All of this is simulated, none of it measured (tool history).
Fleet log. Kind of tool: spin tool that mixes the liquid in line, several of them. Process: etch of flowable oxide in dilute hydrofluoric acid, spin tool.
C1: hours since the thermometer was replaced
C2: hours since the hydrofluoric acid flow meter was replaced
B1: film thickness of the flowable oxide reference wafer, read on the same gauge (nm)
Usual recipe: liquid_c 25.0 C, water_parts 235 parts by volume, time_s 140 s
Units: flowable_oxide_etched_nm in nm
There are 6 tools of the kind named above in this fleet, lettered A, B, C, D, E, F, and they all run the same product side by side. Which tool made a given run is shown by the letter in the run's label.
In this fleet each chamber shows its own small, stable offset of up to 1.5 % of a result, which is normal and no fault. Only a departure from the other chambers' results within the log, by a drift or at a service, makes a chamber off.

{"run": "1D", "hour": 10.6, "liquid_c": 25.0, "water_parts": 235, "time_s": 140, "C1": 1915.7, "C2": 1168.7, "B1": 150.05, "flowable_oxide_etched_nm": 14.479}
{"run": "2F", "hour": 19.5, "liquid_c": 25.0, "water_parts": 235, "time_s": 140, "C1": 1635.0, "C2": 1356.1, "B1": 149.99, "flowable_oxide_etched_nm": 14.303}
{"run": "3B", "hour": 28.2, "liquid_c": 25.0, "water_parts": 235, "time_s": 140, "C1": 744.3, "C2": 598.3, "B1": 149.98, "flowable_oxide_etched_nm": 14.597}
{"hour": 36.4, "done": "chamber D: thermometer replaced"}
{"run": "4E", "hour": 39.2, "liquid_c": 25.0, "water_parts": 235, "time_s": 140, "C1": 1206.1, "C2": 252.1, "B1": 150.0, "flowable_oxide_etched_nm": 14.317}
{"run": "5C", "hour": 52.9, "liquid_c": 25.0, "water_parts": 235, "time_s": 140, "C1": 1763.5, "C2": 863.3, "B1": 150.01, "flowable_oxide_etched_nm": 14.453}
{"run": "6A", "hour": 59.8, "liquid_c": 29.5, "water_parts": 170, "time_s": 140, "C1": 366.1, "C2": 1058.6, "B1": 149.97, "flowable_oxide_etched_nm": 25.296}
{"run": "7D", "hour": 73.0, "liquid_c": 29.5, "water_parts": 170, "time_s": 140, "C1": 36.6, "C2": 1231.1, "B1": 149.98, "flowable_oxide_etched_nm": 25.218}
{"run": "8E", "hour": 84.8, "liquid_c": 29.5, "water_parts": 170, "time_s": 140, "C1": 1251.7, "C2": 297.7, "B1": 149.97, "flowable_oxide_etched_nm": 24.641}
{"run": "9C", "hour": 97.9, "liquid_c": 29.5, "water_parts": 170, "time_s": 140, "C1": 1808.5, "C2": 908.3, "B1": 150.01, "flowable_oxide_etched_nm": 25.186}
{"run": "10A", "hour": 109.1, "liquid_c": 29.5, "water_parts": 170, "time_s": 140, "C1": 415.4, "C2": 1107.9, "B1": 150.01, "flowable_oxide_etched_nm": 25.152}
{"run": "11B", "hour": 120.7, "liquid_c": 29.5, "water_parts": 170, "time_s": 140, "C1": 836.8, "C2": 690.8, "B1": 150.01, "flowable_oxide_etched_nm": 25.064}
{"run": "12F", "hour": 128.2, "liquid_c": 25.0, "water_parts": 235, "time_s": 140, "C1": 1743.7, "C2": 1464.8, "B1": 150.03, "flowable_oxide_etched_nm": 14.301}
{"run": "13F", "hour": 140.0, "liquid_c": 25.0, "water_parts": 235, "time_s": 140, "C1": 1755.5, "C2": 1476.6, "B1": 149.97, "flowable_oxide_etched_nm": 14.307}
{"hour": 144.5, "done": "chamber C: hydrofluoric acid flow meter replaced"}
{"run": "14A", "hour": 152.4, "liquid_c": 25.0, "water_parts": 170, "time_s": 65, "C1": 458.7, "C2": 1151.2, "B1": 150.02, "flowable_oxide_etched_nm": 9.9527}
{"run": "15D", "hour": 162.3, "liquid_c": 25.0, "water_parts": 170, "time_s": 65, "C1": 125.9, "C2": 1320.4, "B1": 149.99, "flowable_oxide_etched_nm": 9.8565}
{"run": "16B", "hour": 174.4, "liquid_c": 25.0, "water_parts": 170, "time_s": 65, "C1": 890.5, "C2": 744.5, "B1": 150.01, "flowable_oxide_etched_nm": 9.9498}
{"run": "17C", "hour": 184.3, "liquid_c": 25.0, "water_parts": 170, "time_s": 65, "C1": 1894.9, "C2": 39.9, "B1": 150.01, "flowable_oxide_etched_nm": 9.8302}
{"run": "18E", "hour": 191.4, "liquid_c": 25.0, "water_parts": 170, "time_s": 65, "C1": 1358.3, "C2": 404.3, "B1": 150.01, "flowable_oxide_etched_nm": 9.6229}
{"run": "19E", "hour": 198.6, "liquid_c": 25.0, "water_parts": 170, "time_s": 65, "C1": 1365.5, "C2": 411.5, "B1": 150.02, "flowable_oxide_etched_nm": 9.5729}
{"run": "20C", "hour": 207.7, "liquid_c": 25.0, "water_parts": 235, "time_s": 140, "C1": 1918.3, "C2": 63.3, "B1": 150.0, "flowable_oxide_etched_nm": 14.357}
{"run": "21B", "hour": 217.1, "liquid_c": 25.0, "water_parts": 235, "time_s": 140, "C1": 933.2, "C2": 787.2, "B1": 150.0, "flowable_oxide_etched_nm": 14.588}
{"run": "22F", "hour": 231.3, "liquid_c": 23.0, "water_parts": 195, "time_s": 140, "C1": 1846.8, "C2": 1567.9, "B1": 149.98, "flowable_oxide_etched_nm": 16.568}
{"run": "23A", "hour": 245.2, "liquid_c": 23.0, "water_parts": 195, "time_s": 140, "C1": 551.5, "C2": 1244.0, "B1": 150.01, "flowable_oxide_etched_nm": 17.037}
{"run": "24D", "hour": 257.5, "liquid_c": 23.0, "water_parts": 195, "time_s": 140, "C1": 221.1, "C2": 1415.6, "B1": 149.99, "flowable_oxide_etched_nm": 16.711}
{"hour": 261.4, "done": "chamber C: thermometer replaced"}
{"run": "25C", "hour": 265.0, "liquid_c": 23.0, "water_parts": 195, "time_s": 140, "C1": 3.7, "C2": 120.6, "B1": 150.01, "flowable_oxide_etched_nm": 16.653}
{"run": "26E", "hour": 278.9, "liquid_c": 23.0, "water_parts": 195, "time_s": 140, "C1": 1445.8, "C2": 491.8, "B1": 149.99, "flowable_oxide_etched_nm": 16.282}
{"run": "27B", "hour": 292.7, "liquid_c": 23.0, "water_parts": 195, "time_s": 140, "C1": 1008.8, "C2": 862.8, "B1": 149.98, "flowable_oxide_etched_nm": 16.871}
{"run": "28F", "hour": 306.8, "liquid_c": 25.0, "water_parts": 235, "time_s": 140, "C1": 1922.3, "C2": 1643.4, "B1": 150.01, "flowable_oxide_etched_nm": 14.074}
{"run": "29A", "hour": 313.5, "liquid_c": 25.0, "water_parts": 235, "time_s": 140, "C1": 619.8, "C2": 1312.3, "B1": 149.99, "flowable_oxide_etched_nm": 14.337}
{"run": "30D", "hour": 323.8, "liquid_c": 25.0, "water_parts": 235, "time_s": 140, "C1": 287.4, "C2": 1481.9, "B1": 149.99, "flowable_oxide_etched_nm": 14.33}
{"run": "31F", "hour": 332.6, "liquid_c": 25.0, "water_parts": 235, "time_s": 140, "C1": 1948.1, "C2": 1669.2, "B1": 150.03, "flowable_oxide_etched_nm": 14.244}
{"run": "32C", "hour": 345.7, "liquid_c": 25.0, "water_parts": 235, "time_s": 140, "C1": 84.4, "C2": 201.3, "B1": 149.97, "flowable_oxide_etched_nm": 14.383}
{"run": "33E", "hour": 355.0, "liquid_c": 25.0, "water_parts": 235, "time_s": 140, "C1": 1521.9, "C2": 567.9, "B1": 150.03, "flowable_oxide_etched_nm": 13.749}
{"run": "34D", "hour": 363.6, "liquid_c": 25.0, "water_parts": 235, "time_s": 140, "C1": 327.2, "C2": 1521.7, "B1": 150.01, "flowable_oxide_etched_nm": 14.387}
{"run": "35B", "hour": 372.6, "liquid_c": 25.0, "water_parts": 235, "time_s": 140, "C1": 1088.7, "C2": 942.7, "B1": 149.99, "flowable_oxide_etched_nm": 14.521}
{"hour": 375.1, "done": "chamber A: thermometer replaced"}
{"run": "36A", "hour": 385.1, "liquid_c": 25.0, "water_parts": 235, "time_s": 140, "C1": 10.0, "C2": 1383.9, "B1": 150.0, "flowable_oxide_etched_nm": 14.259}
{"run": "37A", "hour": 395.6, "liquid_c": 25.0, "water_parts": 235, "time_s": 90, "C1": 20.5, "C2": 1394.4, "B1": 150.03, "flowable_oxide_etched_nm": 9.2682}
{"run": "38E", "hour": 402.8, "liquid_c": 25.0, "water_parts": 235, "time_s": 90, "C1": 1569.7, "C2": 615.7, "B1": 149.97, "flowable_oxide_etched_nm": 8.8058}
{"run": "39D", "hour": 416.2, "liquid_c": 25.0, "water_parts": 235, "time_s": 90, "C1": 379.8, "C2": 1574.3, "B1": 149.99, "flowable_oxide_etched_nm": 9.2497}
{"run": "40C", "hour": 429.8, "liquid_c": 25.0, "water_parts": 235, "time_s": 90, "C1": 168.5, "C2": 285.4, "B1": 149.98, "flowable_oxide_etched_nm": 9.1034}
{"run": "41B", "hour": 438.2, "liquid_c": 25.0, "water_parts": 235, "time_s": 90, "C1": 1154.3, "C2": 1008.3, "B1": 149.99, "flowable_oxide_etched_nm": 9.3677}
{"run": "42F", "hour": 448.3, "liquid_c": 25.0, "water_parts": 235, "time_s": 90, "C1": 2063.8, "C2": 1784.9, "B1": 149.98, "flowable_oxide_etched_nm": 9.1261}

Does one chamber stand apart from the rest, does the shared gauge drift, or is all well apart from small per-chamber offsets? Give the chamber and the most likely cause, where there is one.

Little by little, chamber E moves away from the other chambers.
Likeliest cause: hydrofluoric acid flow below the setpoint (%) = 4.33.
Not necessarily distinguishable in this log from: liquid colder than its thermometer reads (K).

Below are 4 candidate recipes for chamber E's next run, each the usual settings with a change, their results shown as question marks. Which of them brings E's results back in line with what the other chambers give on the usual settings?
A result is in line if it is within this distance of the other chambers' mean on the usual settings: flowable_oxide_etched_nm 0.3400 nm
{"run": "43E-1", "hour": 458.9, "liquid_c": 25.0, "water_parts": 255, "time_s": 140, "flowable_oxide_etched_nm": "?"}
{"run": "43E-2", "hour": 458.9, "liquid_c": 25.0, "water_parts": 230, "time_s": 145, "flowable_oxide_etched_nm": "?"}
{"run": "43E-3", "hour": 458.9, "liquid_c": 25.0, "water_parts": 240, "time_s": 135, "flowable_oxide_etched_nm": "?"}
{"run": "43E-4", "hour": 458.9, "liquid_c": 25.0, "water_parts": 235, "time_s": 155, "flowable_oxide_etched_nm": "?"}

On the usual settings, the other chambers give on average: flowable_oxide_etched_nm 14.3920 nm
run=43E-1 flowable_oxide_etched_nm=12.2330
run=43E-2 flowable_oxide_etched_nm=14.4290
run=43E-3 flowable_oxide_etched_nm=12.7360
run=43E-4 flowable_oxide_etched_nm=15.0150
It is 43E-2 that realigns the chamber with its peers.
